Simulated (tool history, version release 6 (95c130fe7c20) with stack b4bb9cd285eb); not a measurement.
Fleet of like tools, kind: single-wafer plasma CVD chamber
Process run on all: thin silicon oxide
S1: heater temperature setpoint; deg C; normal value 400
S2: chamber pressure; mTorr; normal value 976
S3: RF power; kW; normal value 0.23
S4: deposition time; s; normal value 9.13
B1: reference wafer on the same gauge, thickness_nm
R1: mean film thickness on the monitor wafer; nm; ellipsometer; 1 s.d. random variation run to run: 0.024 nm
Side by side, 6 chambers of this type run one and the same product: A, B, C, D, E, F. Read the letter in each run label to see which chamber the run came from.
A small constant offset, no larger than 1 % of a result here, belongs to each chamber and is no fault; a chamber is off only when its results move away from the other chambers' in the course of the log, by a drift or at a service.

run 1E day=0.592 | S1=400 S2=976 S3=0.23 S4=9.13 | B1=16.005 | R1=17.775
run 2D day=1.112 | S1=400 S2=976 S3=0.23 S4=9.13 | B1=16.003 | R1=17.629
run 3B day=1.546 | S1=400 S2=976 S3=0.23 S4=9.13 | B1=16.002 | R1=17.527
run 4F day=2.138 | S1=400 S2=976 S3=0.23 S4=9.13 | B1=16.005 | R1=17.68
run 5C day=2.638 | S1=400 S2=976 S3=0.23 S4=9.13 | B1=16.011 | R1=17.766
run 6A day=3.225 | S1=400 S2=976 S3=0.23 S4=9.13 | B1=16.014 | R1=17.578
run 7D day=3.621 | S1=400 S2=976 S3=0.23 S4=9.13 | B1=16.016 | R1=17.585
-- day=3.662 chamber E: thermocouple changed; heater temperature recalibrated
run 8A day=4.046 | S1=400 S2=976 S3=0.23 S4=9.13 | B1=16.019 | R1=17.53
-- day=4.192 chamber D: RF generator calibrated
run 9C day=4.421 | S1=407 S2=1093 S3=0.23 S4=9.13 | B1=16.017 | R1=19.001
run 10F day=4.933 | S1=407 S2=1093 S3=0.23 S4=9.13 | B1=16.022 | R1=19.002
run 11B day=5.479 | S1=407 S2=1093 S3=0.23 S4=9.13 | B1=16.029 | R1=18.825
run 12E day=5.988 | S1=407 S2=1093 S3=0.23 S4=9.13 | B1=16.024 | R1=19.099
run 13E day=6.533 | S1=407 S2=1093 S3=0.23 S4=9.13 | B1=16.031 | R1=19.134
-- day=6.892 chamber C: thermocouple changed; heater temperature recalibrated
run 14B day=7.112 | S1=407 S2=1093 S3=0.23 S4=9.13 | B1=16.029 | R1=18.846
run 15C day=7.492 | S1=400 S2=976 S3=0.23 S4=9.13 | B1=16.03 | R1=17.734
run 16F day=7.917 | S1=400 S2=976 S3=0.23 S4=9.13 | B1=16.037 | R1=17.725
run 17A day=8.446 | S1=400 S2=976 S3=0.23 S4=9.13 | B1=16.035 | R1=17.567
run 18D day=9.042 | S1=400 S2=976 S3=0.23 S4=9.13 | B1=16.045 | R1=17.642
run 19E day=9.604 | S1=400 S2=976 S3=0.23 S4=9.13 | B1=16.045 | R1=17.819
run 20F day=10.038 | S1=400 S2=976 S3=0.23 S4=9.13 | B1=16.042 | R1=17.717
-- day=10.225 chamber E: RF generator calibrated
run 21D day=10.571 | S1=400 S2=976 S3=0.23 S4=9.13 | B1=16.048 | R1=17.679
run 22A day=10.883 | S1=400 S2=976 S3=0.23 S4=9.13 | B1=16.047 | R1=17.581
-- day=11.042 chamber F: thermocouple changed; heater temperature recalibrated
run 23C day=11.192 | S1=400 S2=976 S3=0.23 S4=9.13 | B1=16.046 | R1=17.721
run 24B day=11.779 | S1=400 S2=976 S3=0.23 S4=9.13 | B1=16.048 | R1=17.562
run 25D day=12.142 | S1=400 S2=976 S3=0.23 S4=9.13 | B1=16.053 | R1=17.654
run 26E day=12.467 | S1=400 S2=976 S3=0.23 S4=9.13 | B1=16.054 | R1=17.847
run 27F day=12.833 | S1=400 S2=976 S3=0.23 S4=9.13 | B1=16.064 | R1=17.746
run 28A day=13.321 | S1=400 S2=799 S3=0.23 S4=7.58 | B1=16.062 | R1=12.353
run 29C day=13.792 | S1=400 S2=799 S3=0.23 S4=7.58 | B1=16.069 | R1=12.534
run 30B day=14.138 | S1=400 S2=799 S3=0.23 S4=7.58 | B1=16.064 | R1=12.333
run 31E day=14.562 | S1=400 S2=799 S3=0.23 S4=7.58 | B1=16.066 | R1=12.415
run 32D day=15.088 | S1=400 S2=799 S3=0.23 S4=7.58 | B1=16.062 | R1=12.311
run 33C day=15.358 | S1=400 S2=799 S3=0.23 S4=7.58 | B1=16.066 | R1=12.535
run 34A day=15.667 | S1=400 S2=976 S3=0.23 S4=9.13 | B1=16.073 | R1=17.644
run 35F day=16.212 | S1=400 S2=976 S3=0.23 S4=9.13 | B1=16.069 | R1=17.748
run 36B day=16.617 | S1=400 S2=976 S3=0.23 S4=9.13 | B1=16.078 | R1=17.642
run 37F day=17.083 | S1=400 S2=976 S3=0.23 S4=9.13 | B1=16.08 | R1=17.792
run 38E day=17.462 | S1=400 S2=976 S3=0.23 S4=9.13 | B1=16.081 | R1=17.825
run 39B day=17.908 | S1=400 S2=976 S3=0.23 S4=9.13 | B1=16.08 | R1=17.631
run 40D day=18.221 | S1=400 S2=976 S3=0.23 S4=9.13 | B1=16.077 | R1=17.7
run 41C day=18.812 | S1=400 S2=976 S3=0.23 S4=9.13 | B1=16.083 | R1=17.746
run 42A day=19.375 | S1=400 S2=976 S3=0.23 S4=9.13 | B1=16.087 | R1=17.642

Each of the 6 chambers runs these same settings next. Fill in every chamber's results:
run 43A day=19.808 | S1=400 S2=976 S3=0.23 S4=9.84 | R1=?
run 43B day=19.808 | S1=400 S2=976 S3=0.23 S4=9.84 | R1=?
run 43C day=19.808 | S1=400 S2=976 S3=0.23 S4=9.84 | R1=?
run 43D day=19.808 | S1=400 S2=976 S3=0.23 S4=9.84 | R1=?
run 43E day=19.808 | S1=400 S2=976 S3=0.23 S4=9.84 | R1=?
run 43F day=19.808 | S1=400 S2=976 S3=0.23 S4=9.84 | R1=?

run=43A R1=19.023
run=43B R1=18.945
run=43C R1=19.16
run=43D R1=19.107
run=43E R1=19.242
run=43F R1=19.163
